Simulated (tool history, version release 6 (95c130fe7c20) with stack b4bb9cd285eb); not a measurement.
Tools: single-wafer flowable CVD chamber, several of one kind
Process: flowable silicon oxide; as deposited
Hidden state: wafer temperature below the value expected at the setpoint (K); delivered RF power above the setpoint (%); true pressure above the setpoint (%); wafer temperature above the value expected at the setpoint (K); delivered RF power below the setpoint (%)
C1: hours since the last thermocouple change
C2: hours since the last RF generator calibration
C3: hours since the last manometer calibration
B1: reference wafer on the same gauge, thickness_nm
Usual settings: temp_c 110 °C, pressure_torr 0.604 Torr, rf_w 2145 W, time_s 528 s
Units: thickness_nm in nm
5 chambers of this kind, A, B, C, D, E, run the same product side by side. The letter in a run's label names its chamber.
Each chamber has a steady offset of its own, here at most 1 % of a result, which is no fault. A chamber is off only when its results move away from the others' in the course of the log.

{"run": "1C", "hour": 4.4, "temp_c": 110, "pressure_torr": 0.604, "rf_w": 2145, "time_s": 528, "C1": 1531.1, "C2": 564.5, "C3": 389.4, "B1": 141.06, "thickness_nm": 160.15}
{"run": "2A", "hour": 7.5, "temp_c": 110, "pressure_torr": 0.604, "rf_w": 2145, "time_s": 528, "C1": 248.2, "C2": 1107.2, "C3": 2906.8, "B1": 141.02, "thickness_nm": 160.54}
{"run": "3B", "hour": 11.0, "temp_c": 110, "pressure_torr": 0.604, "rf_w": 2145, "time_s": 528, "C1": 548.1, "C2": 369.7, "C3": 232.4, "B1": 140.86, "thickness_nm": 158.4}
{"run": "4D", "hour": 14.1, "temp_c": 110, "pressure_torr": 0.604, "rf_w": 2145, "time_s": 528, "C1": 1616.7, "C2": 590.2, "C3": 1490.4, "B1": 140.98, "thickness_nm": 159.67}
{"run": "5E", "hour": 17.2, "temp_c": 110, "pressure_torr": 0.604, "rf_w": 2145, "time_s": 528, "C1": 1776.8, "C2": 472.7, "C3": 612.5, "B1": 141.06, "thickness_nm": 160.47}
{"run": "6C", "hour": 20.1, "temp_c": 110, "pressure_torr": 0.604, "rf_w": 2145, "time_s": 528, "C1": 1546.8, "C2": 580.2, "C3": 405.1, "B1": 140.89, "thickness_nm": 158.82}
{"run": "7E", "hour": 24.1, "temp_c": 110, "pressure_torr": 0.604, "rf_w": 2145, "time_s": 528, "C1": 1783.7, "C2": 479.6, "C3": 619.4, "B1": 141.04, "thickness_nm": 159.91}
{"run": "8D", "hour": 26.9, "temp_c": 110, "pressure_torr": 0.604, "rf_w": 2145, "time_s": 528, "C1": 1629.5, "C2": 603, "C3": 1503.2, "B1": 141.09, "thickness_nm": 159.48}
{"run": "9A", "hour": 31.1, "temp_c": 110, "pressure_torr": 0.604, "rf_w": 2145, "time_s": 528, "C1": 271.8, "C2": 1130.8, "C3": 2930.4, "B1": 140.84, "thickness_nm": 159.95}
{"run": "10B", "hour": 34.6, "temp_c": 110, "pressure_torr": 0.604, "rf_w": 2145, "time_s": 528, "C1": 571.7, "C2": 393.3, "C3": 256, "B1": 140.94, "thickness_nm": 157.65}
{"run": "11C", "hour": 38.3, "temp_c": 110, "pressure_torr": 0.604, "rf_w": 2145, "time_s": 528, "C1": 1565, "C2": 598.4, "C3": 423.3, "B1": 140.98, "thickness_nm": 160.32}
{"run": "12D", "hour": 42.0, "temp_c": 110, "pressure_torr": 0.604, "rf_w": 2145, "time_s": 528, "C1": 1644.6, "C2": 618.1, "C3": 1518.3, "B1": 140.87, "thickness_nm": 159.81}
{"run": "13A", "hour": 45.8, "temp_c": 110, "pressure_torr": 0.604, "rf_w": 2145, "time_s": 528, "C1": 286.5, "C2": 1145.5, "C3": 2945.1, "B1": 140.99, "thickness_nm": 160.44}
{"run": "14B", "hour": 49.4, "temp_c": 110, "pressure_torr": 0.604, "rf_w": 2145, "time_s": 528, "C1": 586.5, "C2": 408.1, "C3": 270.8, "B1": 140.88, "thickness_nm": 157.76}
{"run": "15E", "hour": 53.3, "temp_c": 110, "pressure_torr": 0.604, "rf_w": 2145, "time_s": 528, "C1": 1812.9, "C2": 508.8, "C3": 648.6, "B1": 141.06, "thickness_nm": 160.29}
{"run": "16D", "hour": 57.2, "temp_c": 110, "pressure_torr": 0.604, "rf_w": 2145, "time_s": 528, "C1": 1659.8, "C2": 633.3, "C3": 1533.5, "B1": 141.03, "thickness_nm": 160.05}
{"run": "17A", "hour": 60.8, "temp_c": 110, "pressure_torr": 0.503, "rf_w": 2550, "time_s": 528, "C1": 301.5, "C2": 1160.5, "C3": 2960.1, "B1": 141.16, "thickness_nm": 127.9}
{"run": "18B", "hour": 63.5, "temp_c": 110, "pressure_torr": 0.503, "rf_w": 2550, "time_s": 528, "C1": 600.6, "C2": 422.2, "C3": 284.9, "B1": 141, "thickness_nm": 125.15}
{"run": "19E", "hour": 67.5, "temp_c": 110, "pressure_torr": 0.503, "rf_w": 2550, "time_s": 528, "C1": 1827.1, "C2": 523, "C3": 662.8, "B1": 140.93, "thickness_nm": 126.42}
{"run": "20C", "hour": 71.4, "temp_c": 110, "pressure_torr": 0.503, "rf_w": 2550, "time_s": 528, "C1": 1598.1, "C2": 631.5, "C3": 456.4, "B1": 140.99, "thickness_nm": 126.2}
{"run": "21D", "hour": 74.4, "temp_c": 110, "pressure_torr": 0.503, "rf_w": 2550, "time_s": 528, "C1": 1677, "C2": 650.5, "C3": 1550.7, "B1": 141.02, "thickness_nm": 127.3}
{"run": "22C", "hour": 77.0, "temp_c": 110, "pressure_torr": 0.752, "rf_w": 2145, "time_s": 433, "C1": 1603.7, "C2": 637.1, "C3": 462, "B1": 140.92, "thickness_nm": 176.52}
{"run": "23A", "hour": 80.5, "temp_c": 110, "pressure_torr": 0.752, "rf_w": 2145, "time_s": 433, "C1": 321.2, "C2": 1180.2, "C3": 2979.8, "B1": 141.06, "thickness_nm": 175.98}
{"run": "24B", "hour": 83.3, "temp_c": 110, "pressure_torr": 0.752, "rf_w": 2145, "time_s": 433, "C1": 620.4, "C2": 442, "C3": 304.7, "B1": 140.96, "thickness_nm": 169.4}
{"run": "25E", "hour": 87.5, "temp_c": 110, "pressure_torr": 0.752, "rf_w": 2145, "time_s": 433, "C1": 1847.1, "C2": 543, "C3": 682.8, "B1": 140.92, "thickness_nm": 176.74}
{"run": "26D", "hour": 91.9, "temp_c": 110, "pressure_torr": 0.752, "rf_w": 2145, "time_s": 433, "C1": 1694.5, "C2": 668, "C3": 1568.2, "B1": 140.99, "thickness_nm": 177.06}
{"run": "27B", "hour": 95.2, "temp_c": 105, "pressure_torr": 0.604, "rf_w": 2145, "time_s": 528, "C1": 632.3, "C2": 453.9, "C3": 316.6, "B1": 141.03, "thickness_nm": 181.94}
{"run": "28A", "hour": 97.7, "temp_c": 105, "pressure_torr": 0.604, "rf_w": 2145, "time_s": 528, "C1": 338.4, "C2": 1197.4, "C3": 2997, "B1": 140.92, "thickness_nm": 188.76}
{"hour": 100.5, "done": "chamber A: capacitance manometer re-zeroed and calibrated"}
{"run": "29E", "hour": 101.8, "temp_c": 105, "pressure_torr": 0.604, "rf_w": 2145, "time_s": 528, "C1": 1861.4, "C2": 557.3, "C3": 697.1, "B1": 141.06, "thickness_nm": 188.98}
{"run": "30C", "hour": 105.1, "temp_c": 105, "pressure_torr": 0.604, "rf_w": 2145, "time_s": 528, "C1": 1631.8, "C2": 665.2, "C3": 490.1, "B1": 141.01, "thickness_nm": 187.39}
{"run": "31C", "hour": 109.5, "temp_c": 105, "pressure_torr": 0.604, "rf_w": 2145, "time_s": 528, "C1": 1636.2, "C2": 669.6, "C3": 494.5, "B1": 141.07, "thickness_nm": 188.25}
{"run": "32E", "hour": 111.9, "temp_c": 110, "pressure_torr": 0.604, "rf_w": 2145, "time_s": 528, "C1": 1871.5, "C2": 567.4, "C3": 707.2, "B1": 141.01, "thickness_nm": 160.23}
{"run": "33A", "hour": 114.4, "temp_c": 110, "pressure_torr": 0.604, "rf_w": 2145, "time_s": 528, "C1": 355.1, "C2": 1214.1, "C3": 13.9, "B1": 141.05, "thickness_nm": 159.27}
{"run": "34B", "hour": 118.8, "temp_c": 110, "pressure_torr": 0.604, "rf_w": 2145, "time_s": 528, "C1": 655.9, "C2": 477.5, "C3": 340.2, "B1": 140.9, "thickness_nm": 153.08}
{"run": "35D", "hour": 123.2, "temp_c": 110, "pressure_torr": 0.604, "rf_w": 2145, "time_s": 528, "C1": 1725.8, "C2": 699.3, "C3": 1599.5, "B1": 140.86, "thickness_nm": 160.14}
{"run": "36D", "hour": 127.1, "temp_c": 110, "pressure_torr": 0.604, "rf_w": 2145, "time_s": 528, "C1": 1729.7, "C2": 703.2, "C3": 1603.4, "B1": 140.99, "thickness_nm": 159.74}
{"run": "37E", "hour": 129.3, "temp_c": 110, "pressure_torr": 0.604, "rf_w": 2145, "time_s": 528, "C1": 1888.9, "C2": 584.8, "C3": 724.6, "B1": 140.94, "thickness_nm": 160.02}
{"run": "38C", "hour": 132.8, "temp_c": 110, "pressure_torr": 0.478, "rf_w": 2470, "time_s": 528, "C1": 1659.5, "C2": 692.9, "C3": 517.8, "B1": 141.02, "thickness_nm": 117.87}
{"run": "39B", "hour": 135.2, "temp_c": 110, "pressure_torr": 0.478, "rf_w": 2470, "time_s": 528, "C1": 672.3, "C2": 493.9, "C3": 356.6, "B1": 141.02, "thickness_nm": 112.42}

What goes on in this fleet: one chamber off, a drifting gauge, or nothing beyond the chambers' own small offsets? Name the chamber and the cause, if any.

Chamber B drifts away from the others.
Cause: wafer temperature above the value expected at the setpoint (K) = 1.5.
The log may not tell that from: true pressure below the setpoint (%).

Here are 4 candidates for chamber B's next run, each the usual settings with a change, their results left as question marks. Which one brings its results back in line with what the others give on the usual settings?
In line means no further than this from the other chambers' mean on the usual settings: thickness_nm 2.5 nm
{"run": "40B-1", "hour": 138.4, "temp_c": 110, "pressure_torr": 0.596, "rf_w": 2145, "time_s": 525, "thickness_nm": "?"}
{"run": "40B-2", "hour": 138.4, "temp_c": 109, "pressure_torr": 0.611, "rf_w": 2145, "time_s": 531, "thickness_nm": "?"}
{"run": "40B-3", "hour": 138.4, "temp_c": 110, "pressure_torr": 0.58, "rf_w": 2145, "time_s": 528, "thickness_nm": "?"}
{"run": "40B-4", "hour": 138.4, "temp_c": 110, "pressure_torr": 0.604, "rf_w": 2450, "time_s": 528, "thickness_nm": "?"}

The other chambers' mean on the usual settings: thickness_nm 159.96 nm
run=40B-1 thickness_nm=147.72
run=40B-2 thickness_nm=159.57
run=40B-3 thickness_nm=143.04
run=40B-4 thickness_nm=154.46
40B-2 brings the chamber back in line.
